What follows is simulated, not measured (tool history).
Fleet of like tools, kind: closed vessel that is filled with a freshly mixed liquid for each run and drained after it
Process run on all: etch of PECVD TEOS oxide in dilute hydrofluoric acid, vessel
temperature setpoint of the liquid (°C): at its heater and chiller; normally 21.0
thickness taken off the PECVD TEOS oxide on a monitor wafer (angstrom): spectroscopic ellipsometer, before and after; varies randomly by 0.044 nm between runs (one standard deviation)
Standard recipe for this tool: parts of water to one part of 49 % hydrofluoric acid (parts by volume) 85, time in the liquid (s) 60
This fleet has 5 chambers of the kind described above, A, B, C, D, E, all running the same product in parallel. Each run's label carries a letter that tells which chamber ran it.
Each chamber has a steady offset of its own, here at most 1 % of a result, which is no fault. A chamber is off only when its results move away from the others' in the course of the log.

run	day	temperature setpoint of the liquid (°C)	parts of water to one part of 49 % hydrofluoric acid (parts by volume)	time in the liquid (s)	hours since the thermometer was replaced	hours since the hydrofluoric acid flow meter was replaced	read-back film thickness of the PECVD TEOS oxide reference wafer, read on the same gauge (nm)	thickness taken off the PECVD TEOS oxide on a monitor wafer (angstrom)
1B	0.442	21.0	85	60	567.3	315.5	129.97	58.845
2E	0.867	21.0	85	60	738.3	39.9	130.00	58.449
3A	1.283	21.0	85	60	1676.6	682.8	130.00	59.283
4C	1.783	21.0	85	60	2130.8	1294.5	129.98	59.301
5D	2.100	21.0	85	60	711.0	190.8	130.02	59.879
6C	2.438	21.0	85	60	2146.5	1310.2	130.04	59.082
7D	2.946	21.0	85	60	731.3	211.1	130.00	59.710
8E	3.450	21.0	85	60	800.3	101.9	130.01	58.655
9B	3.988	21.0	85	60	652.4	400.6	130.01	59.392
10A	4.650	21.0	85	60	1757.4	763.6	130.03	59.776
11B	5.158	21.0	85	60	680.5	428.7	130.02	59.713
12E	5.596	21.0	85	60	851.8	153.4	129.98	58.744
13A	6.129	21.0	85	60	1792.9	799.1	130.03	58.848
14D	6.633	21.0	85	60	819.8	299.6	130.01	59.538
15C	7.192	24.5	100	60	2260.6	1424.3	129.99	56.887
16D	7.683	24.5	100	60	845.0	324.8	130.01	57.067
17E	8.275	24.5	100	60	916.1	217.7	130.01	56.296
18C	8.612	24.5	100	60	2294.7	1458.4	130.01	57.066
19B	9.217	24.5	100	60	777.9	526.1	129.98	56.060
20A	9.521	21.0	85	60	1874.3	880.5	130.00	57.811
21C	9.929	21.0	85	60	2326.3	1490.0	130.03	59.785
22D	10.508	21.0	85	60	912.8	392.6	129.98	60.132
23B	10.938	21.0	85	60	819.2	567.4	130.01	59.528
# day 11.325: chamber C: thermometer replaced
24E	11.600	21.0	85	75	995.9	297.5	130.01	73.789
25A	11.971	21.0	85	75	1933.1	939.3	130.00	71.136
26E	12.258	21.0	85	75	1011.7	313.3	130.01	72.979
27A	12.571	21.0	85	75	1947.5	953.7	129.99	70.735
28B	13.167	21.0	85	75	872.7	620.9	129.98	74.381
29D	13.642	26.0	70	60	988.0	467.8	129.99	90.769
30C	14.108	26.0	70	60	66.8	1590.3	130.01	90.229
31B	14.400	26.0	70	60	902.3	650.5	129.98	89.299
32A	15.033	26.0	70	60	2006.6	1012.8	129.99	84.900
33D	15.546	26.0	70	60	1033.7	513.5	130.00	90.603
34C	15.896	21.0	85	60	109.7	1633.2	130.01	59.032
35E	16.296	21.0	65	60	1108.6	410.2	130.00	77.803
36B	16.642	21.0	65	60	956.1	704.3	129.97	79.452
37A	17.192	21.0	65	60	2058.4	1064.6	129.98	73.688
38E	17.692	21.0	65	60	1142.1	443.7	129.99	78.531
39D	18.242	21.0	65	60	1098.4	578.2	130.00	80.434

Has any chamber moved away from the others, gradually or after a service, or does the common gauge drift, or do the chambers differ only by their own small steady offsets? State the chamber and the most likely cause if one applies.

Little by little, chamber A moves away from the other chambers.
What lies behind it: liquid colder than its thermometer reads (K) = 1.74.
It could be hard to tell apart here from: hydrofluoric acid flow below the setpoint (%).

Below are 4 candidate recipes for chamber A's next run, each the usual settings with a change, their results shown as question marks. Which of them brings A's results back in line with what the other chambers give on the usual settings?
To be in line, a result may differ from the other chambers' mean on the usual settings by at most: thickness taken off the PECVD TEOS oxide on a monitor wafer (angstrom) 1.500
40A-1	18.717	21.0	85	70				?
40A-2	18.717	20.5	90	60				?
40A-3	18.717	21.0	90	55				?
40A-4	18.717	21.0	85	65				?

What the other chambers average on the usual settings: thickness taken off the PECVD TEOS oxide on a monitor wafer (angstrom) 59.235
run	thickness taken off the PECVD TEOS oxide on a monitor wafer (angstrom)
40A-1	64.377
40A-2	50.786
40A-3	47.535
40A-4	59.779
40A-4 brings the chamber back in line.
